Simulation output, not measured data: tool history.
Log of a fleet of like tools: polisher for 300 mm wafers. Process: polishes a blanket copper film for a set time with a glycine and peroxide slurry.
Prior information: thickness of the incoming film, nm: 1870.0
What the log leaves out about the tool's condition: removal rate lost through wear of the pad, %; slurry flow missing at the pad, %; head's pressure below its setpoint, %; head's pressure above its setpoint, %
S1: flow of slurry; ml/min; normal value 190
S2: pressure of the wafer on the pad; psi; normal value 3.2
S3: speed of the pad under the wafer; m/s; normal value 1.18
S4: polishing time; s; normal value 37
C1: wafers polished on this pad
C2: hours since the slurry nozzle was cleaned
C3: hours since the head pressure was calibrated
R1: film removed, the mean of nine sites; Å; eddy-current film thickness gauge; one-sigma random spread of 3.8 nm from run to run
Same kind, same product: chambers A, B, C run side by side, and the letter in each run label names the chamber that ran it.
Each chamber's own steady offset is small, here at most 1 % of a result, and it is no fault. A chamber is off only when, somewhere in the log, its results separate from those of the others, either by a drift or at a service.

run	day	S1	S2	S3	S4	C1	C2	C3	R1
# day 0.142: chamber A: slurry nozzle cleaned
1C	0.612	190	3.2	1.18	37	415	138.6	538.6	2800.0
2B	0.896	190	3.2	1.18	37	1310	153.5	276.3	2779.2
3A	1.367	190	3.2	1.18	37	1059	29.5	160.9	2857.3
# day 1.425: chamber A: worn pad replaced by a new one
# day 1.867: chamber B: worn pad replaced by a new one
4A	1.896	190	3.2	1.18	37	144	42.2	173.6	2778.7
5B	2.333	190	3.2	1.18	37	143	188.0	310.8	2697.5
6C	2.783	190	3.2	1.18	37	1083	190.7	590.7	2722.8
7A	3.242	190	3.2	1.18	37	558	74.5	205.9	2770.8
8B	3.779	190	3.2	1.18	37	588	222.7	345.5	2786.1
# day 4.167: chamber C: worn pad replaced by a new one
9C	4.379	190	3.2	1.18	37	66	229.0	629.0	2781.0
10C	4.967	190	3.2	1.18	37	246	243.1	643.1	2721.5
# day 5.054: chamber A: worn pad replaced by a new one
11A	5.329	190	3.2	1.18	37	85	124.6	256.0	2810.5
12B	5.746	190	3.2	1.18	37	1193	269.9	392.7	2802.6
13B	6.162	190	3.6	1.18	37	1321	279.9	402.7	3126.3
14C	6.592	190	3.6	1.18	37	746	282.1	682.1	3127.8
# day 6.625: chamber B: worn pad replaced by a new one
15A	6.929	190	3.6	1.18	37	577	163.0	294.4	3140.4
16C	7.383	190	3.8	1.18	37	990	301.1	701.1	3235.4
17B	7.938	190	3.8	1.18	37	404	322.5	445.3	3274.0
# day 8.104: chamber C: worn pad replaced by a new one
18A	8.233	190	3.8	1.18	37	978	194.3	325.7	3268.1
# day 8.454: chamber A: worn pad replaced by a new one
19C	8.700	190	3.7	1.36	37	184	332.7	732.7	3580.4
20B	9.275	190	3.7	1.36	37	815	354.6	477.4	3540.3
21A	9.708	190	3.7	1.36	37	386	229.7	361.1	3586.6

Read the log: is a single chamber off, either drifting away or since a service, is the gauge that measures every chamber drifting, or is nothing wrong beyond small per-chamber offsets? Name any odd chamber and what most likely caused it.

The fleet is healthy, with each chamber sitting at its usual small offset and no drift in the gauge.
